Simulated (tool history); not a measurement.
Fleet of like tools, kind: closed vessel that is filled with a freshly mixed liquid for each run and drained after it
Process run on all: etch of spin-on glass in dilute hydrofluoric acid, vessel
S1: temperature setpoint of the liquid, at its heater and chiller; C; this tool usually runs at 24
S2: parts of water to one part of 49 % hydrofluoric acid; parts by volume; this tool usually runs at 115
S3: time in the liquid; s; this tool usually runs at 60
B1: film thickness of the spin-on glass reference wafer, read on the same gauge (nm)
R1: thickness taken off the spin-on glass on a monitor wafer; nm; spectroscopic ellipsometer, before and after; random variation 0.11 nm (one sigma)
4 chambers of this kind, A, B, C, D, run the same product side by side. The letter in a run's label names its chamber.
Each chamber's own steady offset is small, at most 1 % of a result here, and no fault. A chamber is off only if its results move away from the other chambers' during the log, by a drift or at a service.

run	hour	S1	S2	S3	B1	R1
1D	10.6	24	115	60	109.98	29.411
2A	21.9	24	115	60	110.01	28.889
3B	28.7	24	115	60	110.01	28.871
4C	40.0	24	115	60	109.96	29.191
5C	50.5	24	115	60	109.99	29.398
6D	60.6	24	115	60	110.00	29.378
# hour 65.2: chamber D: hydrofluoric acid flow meter replaced
7B	71.7	24	115	60	110.02	29.040
8A	83.6	24	115	60	110.01	28.946
9D	93.9	24	95	40	109.98	24.135
10B	101.7	24	95	40	110.03	23.906
11C	111.6	24	95	40	109.99	24.020
12A	120.9	24	95	40	110.01	23.891
13B	128.6	24	115	60	110.02	29.041
14A	135.7	24	115	60	110.00	29.016
15D	142.9	24	115	60	110.02	29.295
16C	149.7	24	115	60	110.03	28.648
17A	160.2	24	115	60	110.05	29.031
18C	169.7	24	115	60	110.05	28.681
19B	183.5	24	145	35	109.97	12.892
20D	191.2	24	145	35	110.00	13.194
21D	202.1	24	145	35	109.99	13.209
22C	214.1	24	145	35	109.99	12.494
23B	221.7	24	115	60	110.03	28.852
24A	234.9	24	115	60	109.96	28.987
25B	246.5	24	115	60	109.99	28.943

Each of the 4 chambers runs these same settings next. Fill in every chamber's results:
26A	256.4	24	115	60		?
26B	256.4	24	115	60		?
26C	256.4	24	115	60		?
26D	256.4	24	115	60		?

run	R1
26A	29.001
26B	28.924
26C	27.466
26D	29.306

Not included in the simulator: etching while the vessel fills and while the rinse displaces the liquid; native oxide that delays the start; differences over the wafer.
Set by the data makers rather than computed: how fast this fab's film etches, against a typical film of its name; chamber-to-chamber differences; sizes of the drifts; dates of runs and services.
